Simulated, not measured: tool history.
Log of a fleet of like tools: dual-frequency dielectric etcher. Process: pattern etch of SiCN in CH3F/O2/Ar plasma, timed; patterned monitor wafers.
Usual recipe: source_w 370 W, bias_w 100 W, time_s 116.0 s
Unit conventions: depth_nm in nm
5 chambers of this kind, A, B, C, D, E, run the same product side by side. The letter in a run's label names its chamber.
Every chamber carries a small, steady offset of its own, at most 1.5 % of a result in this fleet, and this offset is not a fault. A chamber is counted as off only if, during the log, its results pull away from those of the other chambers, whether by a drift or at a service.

run	hour	source_w	bias_w	time_s	hours since the last wet clean	hours since the last source power generator calibration	hours since the last bias power generator calibration	read-back reference wafer on the same gauge, depth_nm	depth_nm
1A	6.4	370	100	116.0	442.2	1309.3	581.3	43.825	48.341
2D	12.2	370	100	116.0	83.7	1069.9	1826.2	43.831	48.187
3B	15.3	370	100	116.0	131.7	417.8	379.6	43.793	47.972
4E	21.1	370	100	116.0	551.8	663.2	457.9	43.818	48.085
5C	25.8	370	100	116.0	398.1	747.6	744.4	43.816	47.991
6D	31.9	370	100	116.0	103.4	1089.6	1845.9	43.791	48.092
7B	36.4	370	100	116.0	152.8	438.9	400.7	43.815	48.011
8C	40.5	370	100	116.0	412.8	762.3	759.1	43.804	47.918
9E	46.6	370	100	116.0	577.3	688.7	483.4	43.786	47.866
10A	52.5	370	100	116.0	488.3	1355.4	627.4	43.778	48.113
11B	57.9	370	100	116.0	174.3	460.4	422.2	43.815	47.983
12A	63.9	370	100	116.0	499.7	1366.8	638.8	43.791	48.344
13C	70.4	440	100	116.0	442.7	792.2	789.0	43.792	50.949
14E	75.5	440	100	116.0	606.2	717.6	512.3	43.783	51.226
# hour 79.1: chamber C: wet clean of the chamber
15D	81.2	440	100	116.0	152.7	1138.9	1895.2	43.807	51.046
16B	84.4	440	100	116.0	200.8	486.9	448.7	43.800	51.266
17A	89.8	440	100	116.0	525.6	1392.7	664.7	43.781	51.669
18C	95.0	370	100	116.0	16.0	816.8	813.6	43.801	47.922
19E	98.6	370	100	116.0	629.3	740.7	535.4	43.795	48.024
20D	104.0	370	100	116.0	175.5	1161.7	1918.0	43.812	47.961
# hour 106.4: chamber D: bias power generator calibrated
21B	108.7	370	88	136.5	225.1	511.2	473.0	43.802	54.209
22A	115.0	370	88	136.5	550.8	1417.9	689.9	43.790	54.070
23C	119.3	370	88	136.5	40.3	841.1	837.9	43.787	53.837
# hour 119.6: chamber E: wet clean of the chamber
24D	124.8	370	88	136.5	196.3	1182.5	18.4	43.808	53.898
25E	128.4	370	88	136.5	8.9	770.5	565.2	43.809	53.869
26E	134.7	340	100	116.0	15.2	776.8	571.5	43.803	46.558
27D	139.3	340	100	116.0	210.8	1197.0	32.9	43.804	46.568
28A	145.4	340	100	116.0	581.2	1448.3	720.3	43.809	46.543
29C	151.6	340	100	116.0	72.6	873.4	870.2	43.782	46.271
30B	156.5	340	100	116.0	272.9	559.0	520.8	43.823	47.305
31D	162.8	440	117	116.0	234.3	1220.5	56.4	43.809	54.312
32A	168.9	440	117	116.0	604.7	1471.8	743.8	43.808	54.675
33C	175.9	440	117	116.0	96.9	897.7	894.5	43.802	53.910
34E	181.8	440	117	116.0	62.3	823.9	618.6	43.799	54.172
35B	185.0	440	117	116.0	301.4	587.5	549.3	43.782	55.409
36B	191.9	370	100	116.0	308.3	594.4	556.2	43.782	49.092
37A	197.8	290	100	83.5	633.6	1500.7	772.7	43.799	31.700
38E	203.1	290	100	83.5	83.6	845.2	639.9	43.812	31.715
39C	207.6	290	100	83.5	128.6	929.4	926.2	43.788	31.384
40D	213.1	290	100	83.5	284.6	1270.8	106.7	43.785	31.581
41A	216.9	290	100	83.5	652.7	1519.8	791.8	43.798	31.831
42E	223.1	370	100	116.0	103.6	865.2	659.9	43.811	47.880

Is one chamber off against the others, does the gauge drift, or is nothing wrong? If a chamber is off, say which, and what the likeliest cause is.

One chamber, B, drifts off from the rest bit by bit.
Most likely cause: etch rate over this chamber's usual, % = 3.21.

Here are 4 candidates for chamber B's next run, each the usual settings with a change, their results left as question marks. Which one brings its results back in line with what the others give on the usual settings?
In line means no further than this from the other chambers' mean on the usual settings: depth_nm 0.380 nm
43B-1	228.1	370	100	117.0					?
43B-2	228.1	370	101	119.0					?
43B-3	228.1	370	100	115.0					?
43B-4	228.1	340	100	116.0					?

Mean of the other chambers on the usual settings: depth_nm 48.017 nm
run	depth_nm
43B-1	49.958
43B-2	51.007
43B-3	49.104
43B-4	48.040
43B-4 brings the chamber back in line.
